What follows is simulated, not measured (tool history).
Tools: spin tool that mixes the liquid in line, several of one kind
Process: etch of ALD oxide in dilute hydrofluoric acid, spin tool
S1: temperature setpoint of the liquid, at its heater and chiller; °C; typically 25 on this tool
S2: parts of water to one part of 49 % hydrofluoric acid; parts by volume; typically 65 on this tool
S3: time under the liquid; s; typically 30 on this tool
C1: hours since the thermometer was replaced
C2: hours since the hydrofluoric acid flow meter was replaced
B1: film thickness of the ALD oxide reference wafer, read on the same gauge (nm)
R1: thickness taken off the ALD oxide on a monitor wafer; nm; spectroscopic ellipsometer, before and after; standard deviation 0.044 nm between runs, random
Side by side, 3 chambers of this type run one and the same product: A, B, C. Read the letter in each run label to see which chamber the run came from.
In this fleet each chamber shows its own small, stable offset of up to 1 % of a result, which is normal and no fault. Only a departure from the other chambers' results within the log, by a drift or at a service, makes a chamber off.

run,hour,S1,S2,S3,C1,C2,B1,R1
1C,5.1,25,65,30,310.7,1677,70.016,9.9936
2A,9,25,65,30,273.1,56.8,69.961,10.002
3B,14.8,25,65,30,2073.7,542.4,70.017,9.9633
4A,21.4,25,65,30,285.5,69.2,70.024,10.018
5C,25.5,25,65,30,331.1,1697.4,70.012,9.9498
6B,30.3,25,65,45,2089.2,557.9,70.006,14.87
7C,37.4,25,65,45,343,1709.3,70.048,14.819
8A,45.3,25,65,45,309.4,93.1,69.953,15.08
9B,49.4,25,65,30,2108.3,577,69.999,9.8638
10B,57.2,25,85,15,2116.1,584.8,69.975,3.6938
11A,65.5,25,85,15,329.6,113.3,69.954,3.7183
12C,70.4,25,85,15,376,1742.3,69.961,3.6959
13B,78.9,25,65,30,2137.8,606.5,69.999,9.8817
14A,85.8,25,65,30,349.9,133.6,69.997,9.9609
15C,92.4,25,65,30,398,1764.3,69.981,10.047
16A,98.3,25,65,30,362.4,146.1,70.006,10.026
17C,106.8,25,65,30,412.4,1778.7,69.976,9.9659
18B,112.9,25,65,30,2171.8,640.5,70.02,9.8782
# hour 119.9: chamber B: thermometer replaced
19A,120.1,25,65,30,384.2,167.9,70.032,10.105
20C,126.5,25,65,30,432.1,1798.4,70.002,9.978
21B,130.9,25,65,30,11.1,658.5,70.003,9.7406
22B,136.8,25,80,15,17,664.4,70.012,3.9192
23C,143.6,25,80,15,449.2,1815.5,70.051,3.9399
24A,149.1,25,80,15,413.2,196.9,70.032,3.9665
# hour 153.5: chamber C: hydrofluoric acid flow meter replaced
25B,157.2,25,65,30,37.4,684.8,69.986,9.7229
26C,165.7,25,65,30,471.3,12.3,70.007,9.9346
27A,171.3,22,65,40,435.4,219.1,70.019,11.842
28C,176.2,22,65,40,481.8,22.8,69.982,11.838

Predict what each chamber gives when all 3 of them run the settings below next.
29A,182.5,25,65,30,,,,?
29B,182.5,25,65,30,,,,?
29C,182.5,25,65,30,,,,?

run,R1
29A,10.077
29B,9.6474
29C,9.9374

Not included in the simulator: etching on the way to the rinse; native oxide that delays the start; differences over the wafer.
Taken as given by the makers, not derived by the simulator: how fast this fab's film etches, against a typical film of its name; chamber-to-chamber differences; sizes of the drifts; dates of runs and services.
